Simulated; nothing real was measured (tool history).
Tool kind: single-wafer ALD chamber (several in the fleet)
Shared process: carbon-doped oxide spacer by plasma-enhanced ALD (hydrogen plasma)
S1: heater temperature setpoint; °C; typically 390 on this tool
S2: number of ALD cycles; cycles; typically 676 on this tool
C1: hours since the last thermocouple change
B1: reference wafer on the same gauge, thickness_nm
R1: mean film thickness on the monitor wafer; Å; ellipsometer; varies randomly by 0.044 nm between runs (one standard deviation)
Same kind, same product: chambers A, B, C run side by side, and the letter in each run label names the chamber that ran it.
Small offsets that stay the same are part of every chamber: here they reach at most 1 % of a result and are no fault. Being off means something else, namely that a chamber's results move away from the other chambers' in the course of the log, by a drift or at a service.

run,hour,S1,S2,C1,B1,R1
1C,11.3,390,676,577.0,38.181,337.26
2A,21.3,390,676,248.0,38.178,337.64
3B,34.7,390,676,899.8,38.166,340.73
4C,47.5,390,676,613.2,38.177,336.87
5B,57.3,390,735,922.4,38.176,370.22
6A,65.9,390,735,292.6,38.174,366.82
7B,76.8,390,735,941.9,38.165,370.70
8C,85.9,390,676,651.6,38.151,336.82
9A,93.4,390,676,320.1,38.160,337.04
# hour 98.3: chamber B: thermocouple changed; heater temperature recalibrated
10A,103.3,390,676,330.0,38.136,337.07
11B,110.8,390,676,12.6,38.145,340.38
12C,118.6,396,569,684.3,38.129,282.93
13B,125.2,396,569,27.0,38.125,287.07
14A,137.4,396,569,364.1,38.118,283.13
15C,145.4,390,716,711.1,38.113,356.88
16B,156.5,390,716,58.3,38.109,361.11
17C,163.8,390,716,729.5,38.111,356.57
18A,173.6,404,614,400.3,38.111,302.03
19A,182.9,404,614,409.6,38.091,302.12
20B,195.5,404,614,97.3,38.089,304.88
21C,208.7,390,676,774.4,38.082,336.40
22A,219.3,390,676,446.0,38.070,335.82
23B,231.7,390,676,133.5,38.074,340.22
24C,242.8,390,676,808.5,38.068,336.04
25C,251.2,402,768,816.9,38.058,379.78
26A,262.3,402,768,489.0,38.047,380.10
27B,271.2,402,768,173.0,38.040,382.88
28B,282.5,390,676,184.3,38.037,339.14
29A,295.0,390,676,521.7,38.040,336.13
30C,305.1,390,676,870.8,38.029,335.70
31C,315.4,390,676,881.1,38.013,336.03
32A,326.9,390,676,553.6,38.008,335.59
33B,338.0,390,592,239.8,38.015,297.40
34A,347.5,390,592,574.2,37.999,294.01

All 3 chambers run these settings next. Forecast each chamber's results:
35A,357.2,390,724,,,?
35B,357.2,390,724,,,?
35C,357.2,390,724,,,?

run,R1
35A,359.39
35B,363.80
35C,360.21
